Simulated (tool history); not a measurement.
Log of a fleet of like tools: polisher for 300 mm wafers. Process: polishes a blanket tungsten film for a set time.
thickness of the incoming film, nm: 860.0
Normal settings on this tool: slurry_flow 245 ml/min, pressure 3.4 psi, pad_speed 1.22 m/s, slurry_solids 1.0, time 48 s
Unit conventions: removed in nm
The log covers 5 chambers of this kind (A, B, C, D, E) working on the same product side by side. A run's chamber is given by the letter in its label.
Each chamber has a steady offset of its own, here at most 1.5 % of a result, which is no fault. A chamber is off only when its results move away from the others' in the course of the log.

Run 1C, hour 9.7: usual settings. Result: removed 209.64 nm.
At hour 9.8: chamber C: worn pad replaced by a new one.
At hour 19.8: chamber A: slurry tank refilled with fresh slurry and peroxide.
Run 2A, hour 20.8: usual settings. Result: removed 205.73 nm.
At hour 21.3: chamber D: worn pad replaced by a new one.
Run 3B, hour 31.7: usual settings. Result: removed 209.24 nm.
At hour 37.5: chamber E: worn pad replaced by a new one.
At hour 39.9: chamber C: slurry nozzle cleaned.
Run 4E, hour 41.1: usual settings. Result: removed 206.44 nm.
At hour 42.6: chamber B: slurry tank refilled with fresh slurry and peroxide.
At hour 50.3: chamber E: slurry tank refilled with fresh slurry and peroxide.
Run 5D, hour 50.4: usual settings. Result: removed 211.18 nm.
At hour 50.9: chamber A: worn pad replaced by a new one.
At hour 54.3: chamber C: slurry tank refilled with fresh slurry and peroxide.
Run 6A, hour 58.7: usual settings. Result: removed 214.04 nm.
At hour 60.9: chamber D: slurry blender recalibrated.
Run 7C, hour 66.2: usual settings. Result: removed 210.49 nm.
At hour 75.4: chamber D: head pressure recalibrated.
At hour 76.4: chamber E: head pressure recalibrated.
Run 8D, hour 78.8: usual settings. Result: removed 212.46 nm.
At hour 81.3: chamber D: slurry tank refilled with fresh slurry and peroxide.
At hour 91.8: chamber D: worn pad replaced by a new one.
At hour 92.2: chamber C: worn pad replaced by a new one.
At hour 92.3: chamber A: slurry tank refilled with fresh slurry and peroxide.
Run 9B, hour 92.5: usual settings. Result: removed 208.30 nm.
Run 10E, hour 105.0: usual settings. Result: removed 213.13 nm.
Run 11E, hour 116.5: usual settings. Result: removed 208.36 nm.
At hour 119.8: chamber E: worn pad replaced by a new one.
At hour 122.9: chamber E: slurry tank refilled with fresh slurry and peroxide.
At hour 129.9: chamber A: worn pad replaced by a new one.
Run 12A, hour 130.7: usual settings. Result: removed 208.35 nm.
At hour 134.7: chamber B: slurry tank refilled with fresh slurry and peroxide.
Run 13D, hour 143.0: usual settings but pad_speed 1.52 m/s. Result: removed 264.09 nm.
Run 14C, hour 152.1: usual settings but pad_speed 1.52 m/s. Result: removed 261.11 nm.
Run 15B, hour 159.8: usual settings but pad_speed 1.52 m/s. Result: removed 261.09 nm.
At hour 160.8: chamber E: slurry blender recalibrated.
At hour 167.8: chamber D: worn pad replaced by a new one.
Run 16E, hour 167.9: usual settings but pad_speed 1.52 m/s. Result: removed 262.53 nm.
At hour 168.9: chamber C: worn pad replaced by a new one.
At hour 169.0: chamber A: slurry tank refilled with fresh slurry and peroxide.
At hour 170.8: chamber D: slurry tank refilled with fresh slurry and peroxide.
Run 17D, hour 181.6: usual settings but pad_speed 1.52 m/s. Result: removed 260.96 nm.
At hour 182.1: chamber A: slurry nozzle cleaned.
At hour 191.2: chamber E: worn pad replaced by a new one.
Run 18C, hour 195.9: usual settings. Result: removed 211.87 nm.
At hour 198.4: chamber A: worn pad replaced by a new one.
At hour 203.0: chamber E: slurry tank refilled with fresh slurry and peroxide.
Run 19A, hour 203.3: usual settings. Result: removed 208.66 nm.
At hour 203.7: chamber B: slurry blender recalibrated.
Run 20B, hour 216.7: usual settings. Result: removed 200.56 nm.
At hour 221.0: chamber E: slurry nozzle cleaned.
Run 21D, hour 229.8: usual settings. Result: removed 213.17 nm.
At hour 236.0: chamber C: slurry tank refilled with fresh slurry and peroxide.
Run 22E, hour 237.9: usual settings. Result: removed 209.74 nm.
At hour 240.3: chamber B: slurry tank refilled with fresh slurry and peroxide.
At hour 241.1: chamber A: slurry tank refilled with fresh slurry and peroxide.
At hour 248.3: chamber C: worn pad replaced by a new one.
Run 23A, hour 249.1: usual settings. Result: removed 204.03 nm.
At hour 254.4: chamber D: worn pad replaced by a new one.
At hour 254.4: chamber D: slurry tank refilled with fresh slurry and peroxide.
At hour 259.5: chamber E: worn pad replaced by a new one.
Run 24B, hour 262.7: usual settings. Result: removed 196.87 nm.
At hour 265.6: chamber C: slurry blender recalibrated.
Run 25C, hour 272.5: usual settings. Result: removed 211.02 nm.
At hour 274.2: chamber A: worn pad replaced by a new one.
Run 26E, hour 281.0: usual settings. Result: removed 211.62 nm.
At hour 282.8: chamber E: slurry tank refilled with fresh slurry and peroxide.
Run 27D, hour 293.1: usual settings. Result: removed 209.39 nm.
Run 28C, hour 302.1: usual settings but pressure 2.3 psi. Result: removed 142.85 nm.
At hour 312.4: chamber A: slurry tank refilled with fresh slurry and peroxide.
Run 29B, hour 314.4: usual settings but pressure 2.3 psi. Result: removed 132.76 nm.
Run 30A, hour 328.6: usual settings but pressure 2.3 psi. Result: removed 143.01 nm.
At hour 333.8: chamber C: worn pad replaced by a new one.
At hour 335.3: chamber E: worn pad replaced by a new one.
At hour 336.3: chamber D: slurry tank refilled with fresh slurry and peroxide.
At hour 341.7: chamber D: worn pad replaced by a new one.
Run 31C, hour 343.0: usual settings but pressure 2.3 psi. Result: removed 139.16 nm.
At hour 350.2: chamber B: slurry tank refilled with fresh slurry and peroxide.
Run 32E, hour 357.6: usual settings but pressure 2.3 psi. Result: removed 142.29 nm.
At hour 364.1: chamber A: worn pad replaced by a new one.
At hour 364.8: chamber E: slurry tank refilled with fresh slurry and peroxide.
At hour 365.3: chamber A: head pressure recalibrated.
Run 33A, hour 372.9: usual settings. Result: removed 208.75 nm.
Run 34D, hour 381.5: usual settings. Result: removed 213.61 nm.
Run 35B, hour 392.4: usual settings but slurry_solids 1.1. Result: removed 190.09 nm.
Run 36E, hour 399.8: usual settings but slurry_solids 1.1. Result: removed 213.50 nm.

Does one chamber stand apart from the rest, does the shared gauge drift, or is all well apart from small per-chamber offsets? Give the chamber and the most likely cause, where there is one.

Chamber B drifts away from the others.
Cause: removal rate lost through wear of the pad, % = 11.3.
Not necessarily distinguishable in this log from: head's pressure below its setpoint, %.

Chamber B could run next with any of the 4 candidate recipes listed below; each alters the usual settings, and their results appear as question marks. Which one brings its results back in line with what the other chambers deliver on the usual settings?
Maximum distance from the other chambers' mean on the usual settings for a result to count as in line: removed 7.00 nm
Run 37B-1, hour 410.9: usual settings but pressure 3.5 psi, pad_speed 1.28 m/s, time 50 s. Result: removed ?.
Run 37B-2, hour 410.9: usual settings but pressure 3.3 psi, pad_speed 1.16 m/s, time 46 s. Result: removed ?.
Run 37B-3, hour 410.9: usual settings but pressure 3.3 psi, pad_speed 1.18 m/s. Result: removed ?.
Run 37B-4, hour 410.9: usual settings but pressure 3.5 psi, pad_speed 1.24 m/s, time 49 s. Result: removed ?.

Mean of the other chambers on the usual settings: removed 209.92 nm
  run  removed
37B-1   209.01
37B-2   164.23
37B-3   174.37
37B-4   198.35
Change 37B-1 lands the chamber within the allowed miss of the other chambers.
